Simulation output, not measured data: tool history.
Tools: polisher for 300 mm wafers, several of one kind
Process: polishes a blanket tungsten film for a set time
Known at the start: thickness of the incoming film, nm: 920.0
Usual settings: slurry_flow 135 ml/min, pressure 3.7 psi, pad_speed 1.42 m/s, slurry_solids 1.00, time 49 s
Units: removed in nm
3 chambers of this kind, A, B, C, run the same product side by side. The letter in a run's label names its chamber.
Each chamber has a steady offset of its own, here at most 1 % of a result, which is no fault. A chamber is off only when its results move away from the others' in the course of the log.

| run | hour | slurry_flow | pressure | pad_speed | slurry_solids | time | wafers polished on this pad | hours since the slurry nozzle was cleaned | hours since the head pressure was calibrated | hours since the slurry blender was calibrated | hours since the slurry got fresh peroxide | removed |
|---|---|---|---|---|---|---|---|---|---|---|---|---|
| 1C | 5.3 | 135 | 3.7 | 1.42 | 1.00 | 49 | 364 | 582.7 | 473.9 | 105.8 | 48.9 | 370.98 |
| 2B | 12.6 | 135 | 3.7 | 1.42 | 1.00 | 49 | 1060 | 110.8 | 46.4 | 45.6 | 23.1 | 373.43 |
| 3A | 18.4 | 135 | 3.7 | 1.42 | 1.00 | 49 | 376 | 170.7 | 634.2 | 50.5 | 95.5 | 355.45 |
| 4A | 24.5 | 135 | 3.7 | 1.42 | 1.00 | 49 | 411 | 176.8 | 640.3 | 56.6 | 101.6 | 361.88 |
| 5B | 28.8 | 135 | 3.7 | 1.42 | 1.00 | 49 | 1151 | 127.0 | 62.6 | 61.8 | 39.3 | 359.61 |
|  | 29.2 | chamber C: worn pad replaced by a new one |
| 6C | 32.8 | 135 | 3.7 | 1.42 | 1.10 | 36 | 20 | 610.2 | 501.4 | 133.3 | 76.4 | 276.54 |
|  | 33.8 | chamber C: slurry tank refilled with fresh slurry and peroxide |
| 7A | 40.3 | 135 | 3.7 | 1.42 | 1.10 | 36 | 500 | 192.6 | 656.1 | 72.4 | 117.4 | 274.31 |
|  | 42.7 | chamber B: worn pad replaced by a new one |
| 8B | 47.6 | 135 | 3.7 | 1.42 | 1.10 | 36 | 27 | 145.8 | 81.4 | 80.6 | 58.1 | 275.56 |
| 9C | 51.2 | 135 | 3.7 | 1.42 | 1.00 | 49 | 124 | 628.6 | 519.8 | 151.7 | 17.5 | 370.08 |
|  | 51.7 | chamber A: worn pad replaced by a new one |
| 10A | 55.5 | 135 | 3.7 | 1.42 | 1.00 | 49 | 21 | 207.8 | 671.3 | 87.6 | 132.6 | 359.02 |
|  | 56.4 | chamber A: head pressure recalibrated |
| 11B | 58.8 | 135 | 3.7 | 1.42 | 1.00 | 49 | 90 | 157.0 | 92.6 | 91.8 | 69.3 | 365.19 |
| 12C | 62.7 | 135 | 3.7 | 1.42 | 1.00 | 49 | 189 | 640.1 | 531.3 | 163.2 | 29.0 | 359.17 |
| 13B | 66.8 | 135 | 3.7 | 1.42 | 1.00 | 49 | 136 | 165.0 | 100.6 | 99.8 | 77.3 | 353.82 |
| 14A | 70.6 | 135 | 3.7 | 1.42 | 1.00 | 49 | 106 | 222.9 | 14.3 | 102.7 | 147.7 | 357.91 |
| 15C | 74.2 | 135 | 3.7 | 1.42 | 1.00 | 49 | 254 | 651.6 | 542.8 | 174.7 | 40.5 | 363.44 |
| 16B | 78.4 | 135 | 3.7 | 1.42 | 1.00 | 49 | 201 | 176.6 | 112.2 | 111.4 | 88.9 | 355.15 |
|  | 83.6 | chamber A: slurry blender recalibrated |
| 17C | 85.5 | 135 | 3.7 | 1.42 | 1.00 | 49 | 317 | 662.9 | 554.1 | 186.0 | 51.8 | 369.31 |
| 18A | 89.4 | 135 | 3.7 | 1.42 | 1.00 | 49 | 212 | 241.7 | 33.1 | 5.8 | 166.5 | 354.78 |
| 19A | 96.4 | 135 | 3.7 | 1.42 | 1.25 | 49 | 252 | 248.7 | 40.1 | 12.8 | 173.5 | 380.78 |
| 20B | 101.5 | 135 | 3.7 | 1.42 | 1.25 | 49 | 331 | 199.7 | 135.3 | 134.5 | 112.0 | 365.43 |
|  | 102.0 | chamber C: slurry tank refilled with fresh slurry and peroxide |
| 21C | 108.0 | 135 | 3.7 | 1.42 | 1.25 | 49 | 444 | 685.4 | 576.6 | 208.5 | 6.1 | 385.40 |
|  | 111.8 | chamber C: worn pad replaced by a new one |
| 22A | 112.9 | 135 | 3.7 | 1.42 | 1.00 | 49 | 345 | 265.2 | 56.6 | 29.3 | 190.0 | 369.71 |
|  | 114.9 | chamber C: slurry blender recalibrated |
| 23B | 119.5 | 135 | 3.7 | 1.42 | 1.00 | 49 | 433 | 217.7 | 153.3 | 152.5 | 130.0 | 351.04 |
|  | 122.5 | chamber A: slurry tank refilled with fresh slurry and peroxide |
| 24C | 123.4 | 135 | 3.7 | 1.42 | 1.00 | 49 | 65 | 700.8 | 592.0 | 8.5 | 21.5 | 378.74 |
| 25A | 127.1 | 135 | 3.7 | 1.42 | 1.00 | 49 | 425 | 279.4 | 70.8 | 43.5 | 4.6 | 359.15 |
| 26C | 131.4 | 135 | 3.7 | 1.42 | 1.00 | 49 | 110 | 708.8 | 600.0 | 16.5 | 29.5 | 366.12 |
| 27B | 136.3 | 135 | 3.7 | 1.42 | 1.00 | 49 | 527 | 234.5 | 170.1 | 169.3 | 146.8 | 349.01 |
| 28C | 143.7 | 135 | 3.7 | 1.42 | 1.00 | 49 | 180 | 721.1 | 612.3 | 28.8 | 41.8 | 368.95 |
| 29A | 148.6 | 135 | 3.7 | 1.42 | 1.00 | 49 | 546 | 300.9 | 92.3 | 65.0 | 26.1 | 357.91 |
| 30B | 154.0 | 135 | 3.7 | 1.42 | 1.00 | 49 | 627 | 252.2 | 187.8 | 187.0 | 164.5 | 335.03 |
| 31B | 159.2 | 135 | 3.7 | 1.42 | 1.00 | 49 | 657 | 257.4 | 193.0 | 192.2 | 169.7 | 327.65 |
|  | 160.2 | chamber A: worn pad replaced by a new one |
| 32A | 162.8 | 135 | 3.7 | 1.42 | 1.00 | 49 | 14 | 315.1 | 106.5 | 79.2 | 40.3 | 361.97 |
|  | 164.9 | chamber C: slurry tank refilled with fresh slurry and peroxide |
| 33C | 166.4 | 135 | 3.7 | 1.42 | 1.00 | 49 | 308 | 743.8 | 635.0 | 51.5 | 1.6 | 374.19 |
| 34A | 173.1 | 135 | 3.7 | 1.42 | 1.00 | 49 | 72 | 325.4 | 116.8 | 89.5 | 50.6 | 364.45 |
| 35C | 176.7 | 135 | 3.7 | 1.00 | 1.00 | 49 | 366 | 754.1 | 645.3 | 61.8 | 11.9 | 253.73 |
| 36B | 180.3 | 135 | 3.7 | 1.00 | 1.00 | 49 | 776 | 278.5 | 214.1 | 213.3 | 190.8 | 232.41 |
| 37A | 185.5 | 135 | 3.7 | 1.00 | 1.00 | 49 | 142 | 337.8 | 129.2 | 101.9 | 63.0 | 258.47 |
|  | 188.3 | chamber C: slurry nozzle cleaned |
| 38B | 191.3 | 135 | 3.7 | 1.42 | 1.00 | 49 | 838 | 289.5 | 225.1 | 224.3 | 201.8 | 324.86 |
| 39C | 198.1 | 135 | 3.7 | 1.42 | 1.00 | 49 | 486 | 9.8 | 666.7 | 83.2 | 33.3 | 376.67 |
| 40B | 201.6 | 135 | 3.7 | 1.42 | 1.00 | 49 | 896 | 299.8 | 235.4 | 234.6 | 212.1 | 331.38 |
|  | 208.5 | chamber A: slurry blender recalibrated |
| 41C | 208.6 | 135 | 3.7 | 1.42 | 1.00 | 49 | 546 | 20.3 | 677.2 | 93.7 | 43.8 | 374.84 |
|  | 211.1 | chamber C: worn pad replaced by a new one |
| 42A | 212.7 | 135 | 3.7 | 1.16 | 1.00 | 39 | 296 | 365.0 | 156.4 | 4.2 | 90.2 | 237.66 |
| 43C | 219.2 | 135 | 3.7 | 1.16 | 1.00 | 39 | 46 | 30.9 | 687.8 | 104.3 | 54.4 | 239.97 |
| 44B | 223.0 | 135 | 3.7 | 1.16 | 1.00 | 39 | 1016 | 321.2 | 256.8 | 256.0 | 233.5 | 203.60 |

Is one chamber off against the others, does the gauge drift, or is nothing wrong? If a chamber is off, say which, and what the likeliest cause is.

Chamber B drifts away from the others.
Cause: peroxide lost from the slurry, % = 30.3.
The log may not tell that from: removal rate lost through wear of the pad, %; slurry flow missing at the pad, %; head's pressure below its setpoint, %.

Here are 4 candidates for chamber B's next run, each the usual settings with a change, their results left as question marks. Which one brings its results back in line with what the others give on the usual settings?
In line means no further than this from the other chambers' mean on the usual settings: removed 18.00 nm
| 45B-1 | 228.4 | 130 | 3.7 | 1.08 | 0.95 | 49 |  |  |  |  |  | ? |
| 45B-2 | 228.4 | 135 | 3.9 | 1.48 | 1.00 | 51 |  |  |  |  |  | ? |
| 45B-3 | 228.4 | 135 | 3.5 | 1.36 | 1.00 | 47 |  |  |  |  |  | ? |
| 45B-4 | 228.4 | 135 | 4.1 | 1.56 | 1.00 | 54 |  |  |  |  |  | ? |

The other chambers' mean on the usual settings: removed 366.76 nm
| run | removed |
|---|---|
| 45B-1 | 236.24 |
| 45B-2 | 361.96 |
| 45B-3 | 275.06 |
| 45B-4 | 424.68 |
45B-2 brings the chamber back in line.

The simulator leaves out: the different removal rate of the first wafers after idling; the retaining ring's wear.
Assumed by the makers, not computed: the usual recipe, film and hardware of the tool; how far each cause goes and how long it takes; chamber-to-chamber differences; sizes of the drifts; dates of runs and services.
